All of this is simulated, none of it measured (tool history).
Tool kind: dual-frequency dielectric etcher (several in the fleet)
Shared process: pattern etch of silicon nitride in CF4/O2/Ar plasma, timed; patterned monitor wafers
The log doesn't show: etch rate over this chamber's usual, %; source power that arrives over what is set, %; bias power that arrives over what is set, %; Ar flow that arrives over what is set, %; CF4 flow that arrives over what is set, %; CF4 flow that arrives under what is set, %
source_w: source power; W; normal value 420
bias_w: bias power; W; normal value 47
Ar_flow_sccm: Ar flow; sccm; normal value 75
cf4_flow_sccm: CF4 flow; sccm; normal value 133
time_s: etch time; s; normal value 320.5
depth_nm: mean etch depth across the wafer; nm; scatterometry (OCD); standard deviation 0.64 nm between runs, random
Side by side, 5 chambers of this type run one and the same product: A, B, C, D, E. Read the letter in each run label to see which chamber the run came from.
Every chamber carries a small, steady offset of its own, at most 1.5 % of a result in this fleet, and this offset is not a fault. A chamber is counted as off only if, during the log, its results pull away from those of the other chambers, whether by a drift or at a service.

| run | hour | source_w | bias_w | Ar_flow_sccm | cf4_flow_sccm | time_s | hours since the last wet clean | hours since the last source power generator calibration | hours since the last bias power generator calibration | hours since the last Ar flow controller change | hours since the last CF4 flow controller change | read-back reference wafer on the same gauge, depth_nm | depth_nm |
|---|---|---|---|---|---|---|---|---|---|---|---|---|---|
| 1A | 4.4 | 420 | 47 | 75 | 133 | 320.5 | 113.1 | 4352.5 | 106.4 | 4475.9 | 3597.6 | 565.21 | 545.44 |
| 2E | 7.7 | 420 | 47 | 75 | 133 | 320.5 | 23.4 | 1586.9 | 3120.3 | 1131.2 | 3514.6 | 565.07 | 537.82 |
| 3C | 12 | 420 | 47 | 75 | 133 | 320.5 | 490.9 | 595.9 | 212.3 | 1508.5 | 139.7 | 565.29 | 547.28 |
| 4D | 14.4 | 420 | 47 | 75 | 133 | 320.5 | 436.1 | 4904.6 | 1224 | 2579.2 | 829.6 | 565.15 | 549.89 |
|  | 17.6 | chamber A: source power generator calibrated |
| 5B | 17.9 | 420 | 47 | 75 | 133 | 320.5 | 392.4 | 2224.3 | 1085.5 | 399.6 | 205 | 565.21 | 542.71 |
| 6C | 23.1 | 420 | 47 | 75 | 133 | 320.5 | 502 | 607 | 223.4 | 1519.6 | 150.8 | 565.46 | 547.77 |
| 7B | 25.6 | 420 | 47 | 75 | 133 | 320.5 | 400.1 | 2232 | 1093.2 | 407.3 | 212.7 | 565.51 | 543.33 |
| 8A | 28.4 | 420 | 47 | 75 | 133 | 320.5 | 137.1 | 10.9 | 130.4 | 4499.9 | 3621.6 | 565.3 | 544.78 |
|  | 30.8 | chamber E: bias power generator calibrated |
| 9E | 32.8 | 420 | 47 | 75 | 133 | 320.5 | 48.5 | 1612 | 2 | 1156.3 | 3539.7 | 565.48 | 538.93 |
|  | 35.3 | chamber C: wet clean of the chamber |
| 10D | 38 | 420 | 47 | 75 | 133 | 320.5 | 459.7 | 4928.2 | 1247.6 | 2602.8 | 853.2 | 565.7 | 551.23 |
| 11D | 42.1 | 420 | 47 | 75 | 133 | 320.5 | 463.8 | 4932.3 | 1251.7 | 2606.9 | 857.3 | 565.63 | 551.51 |
| 12A | 44.5 | 420 | 47 | 75 | 133 | 320.5 | 153.2 | 27 | 146.5 | 4516 | 3637.7 | 565.83 | 546.77 |
| 13B | 48.6 | 420 | 47 | 75 | 133 | 320.5 | 423.1 | 2255 | 1116.2 | 430.3 | 235.7 | 565.92 | 542.77 |
| 14C | 53.7 | 420 | 47 | 75 | 133 | 320.5 | 18.4 | 637.6 | 254 | 1550.2 | 181.4 | 565.81 | 547.52 |
| 15E | 57 | 420 | 47 | 75 | 133 | 320.5 | 72.7 | 1636.2 | 26.2 | 1180.5 | 3563.9 | 565.82 | 539.08 |
| 16E | 61.2 | 420 | 47 | 75 | 133 | 320.5 | 76.9 | 1640.4 | 30.4 | 1184.7 | 3568.1 | 566.12 | 538.64 |
| 17A | 65.1 | 420 | 47 | 75 | 133 | 320.5 | 173.8 | 47.6 | 167.1 | 4536.6 | 3658.3 | 565.96 | 546.91 |
| 18D | 68.2 | 420 | 47 | 75 | 133 | 320.5 | 489.9 | 4958.4 | 1277.8 | 2633 | 883.4 | 565.97 | 550.2 |
| 19B | 72.9 | 420 | 47 | 75 | 133 | 320.5 | 447.4 | 2279.3 | 1140.5 | 454.6 | 260 | 566.09 | 543.58 |
| 20C | 76.3 | 420 | 47 | 75 | 133 | 320.5 | 41 | 660.2 | 276.6 | 1572.8 | 204 | 566.2 | 547.9 |
| 21D | 80.3 | 420 | 47 | 75 | 133 | 320.5 | 502 | 4970.5 | 1289.9 | 2645.1 | 895.5 | 566.25 | 551.24 |
| 22C | 83.6 | 420 | 47 | 75 | 133 | 320.5 | 48.3 | 667.5 | 283.9 | 1580.1 | 211.3 | 566.34 | 547.7 |
| 23B | 87.8 | 420 | 47 | 75 | 133 | 320.5 | 462.3 | 2294.2 | 1155.4 | 469.5 | 274.9 | 566.43 | 543.5 |
| 24A | 92.8 | 420 | 47 | 75 | 133 | 320.5 | 201.5 | 75.3 | 194.8 | 4564.3 | 3686 | 566.26 | 546.57 |
| 25E | 96.7 | 420 | 47 | 75 | 133 | 320.5 | 112.4 | 1675.9 | 65.9 | 1220.2 | 3603.6 | 566.57 | 538.5 |
| 26E | 101 | 420 | 47 | 75 | 133 | 320.5 | 116.7 | 1680.2 | 70.2 | 1224.5 | 3607.9 | 566.71 | 539.89 |
| 27C | 105.2 | 420 | 47 | 75 | 133 | 320.5 | 69.9 | 689.1 | 305.5 | 1601.7 | 232.9 | 566.7 | 548.07 |
| 28B | 110.2 | 420 | 47 | 75 | 133 | 320.5 | 484.7 | 2316.6 | 1177.8 | 491.9 | 297.3 | 566.81 | 543.76 |
| 29D | 115.3 | 420 | 47 | 75 | 133 | 320.5 | 537 | 5005.5 | 1324.9 | 2680.1 | 930.5 | 567.03 | 551.62 |
| 30A | 117.7 | 390 | 47 | 75 | 133 | 289.5 | 226.4 | 100.2 | 219.7 | 4589.2 | 3710.9 | 566.68 | 464.28 |
| 31E | 121.6 | 390 | 47 | 75 | 133 | 289.5 | 137.3 | 1700.8 | 90.8 | 1245.1 | 3628.5 | 566.9 | 457.64 |
| 32A | 124.6 | 390 | 47 | 75 | 133 | 289.5 | 233.3 | 107.1 | 226.6 | 4596.1 | 3717.8 | 567.06 | 463.97 |
| 33B | 127.4 | 390 | 47 | 75 | 133 | 289.5 | 501.9 | 2333.8 | 1195 | 509.1 | 314.5 | 567.1 | 460.72 |
| 34C | 130.6 | 390 | 47 | 75 | 133 | 289.5 | 95.3 | 714.5 | 330.9 | 1627.1 | 258.3 | 566.96 | 465.76 |
| 35D | 135.7 | 420 | 47 | 75 | 133 | 320.5 | 557.4 | 5025.9 | 1345.3 | 2700.5 | 950.9 | 567.19 | 552.64 |
| 36A | 138.3 | 420 | 47 | 75 | 133 | 320.5 | 247 | 120.8 | 240.3 | 4609.8 | 3731.5 | 567.1 | 547.8 |
| 37C | 143.5 | 420 | 47 | 75 | 133 | 320.5 | 108.2 | 727.4 | 343.8 | 1640 | 271.2 | 567.09 | 549.87 |
| 38B | 146.5 | 420 | 47 | 75 | 133 | 320.5 | 521 | 2352.9 | 1214.1 | 528.2 | 333.6 | 567.25 | 544.91 |
|  | 150.3 | chamber D: wet clean of the chamber |
| 39D | 150.6 | 420 | 47 | 75 | 133 | 320.5 | 0.3 | 5040.8 | 1360.2 | 2715.4 | 965.8 | 567.27 | 552.31 |
| 40E | 154.3 | 420 | 47 | 75 | 133 | 320.5 | 170 | 1733.5 | 123.5 | 1277.8 | 3661.2 | 567.3 | 540.26 |
| 41D | 158.7 | 420 | 47 | 75 | 133 | 320.5 | 8.4 | 5048.9 | 1368.3 | 2723.5 | 973.9 | 567.62 | 552.31 |
| 42A | 161.4 | 420 | 47 | 75 | 133 | 320.5 | 270.1 | 143.9 | 263.4 | 4632.9 | 3754.6 | 567.53 | 547.89 |
| 43C | 164.3 | 420 | 47 | 75 | 133 | 320.5 | 129 | 748.2 | 364.6 | 1660.8 | 292 | 567.55 | 550.24 |
| 44B | 168 | 420 | 47 | 75 | 133 | 320.5 | 542.5 | 2374.4 | 1235.6 | 549.7 | 355.1 | 567.53 | 544.78 |

Has any chamber moved away from the others, gradually or after a service, or does the common gauge drift, or do the chambers differ only by their own small steady offsets? State the chamber and the most likely cause if one applies.

It is the gauge, not a chamber: its drift shows up in every chamber's results at once, and no chamber is off.
Likeliest cause: gauge reads high (%) = 0.479.

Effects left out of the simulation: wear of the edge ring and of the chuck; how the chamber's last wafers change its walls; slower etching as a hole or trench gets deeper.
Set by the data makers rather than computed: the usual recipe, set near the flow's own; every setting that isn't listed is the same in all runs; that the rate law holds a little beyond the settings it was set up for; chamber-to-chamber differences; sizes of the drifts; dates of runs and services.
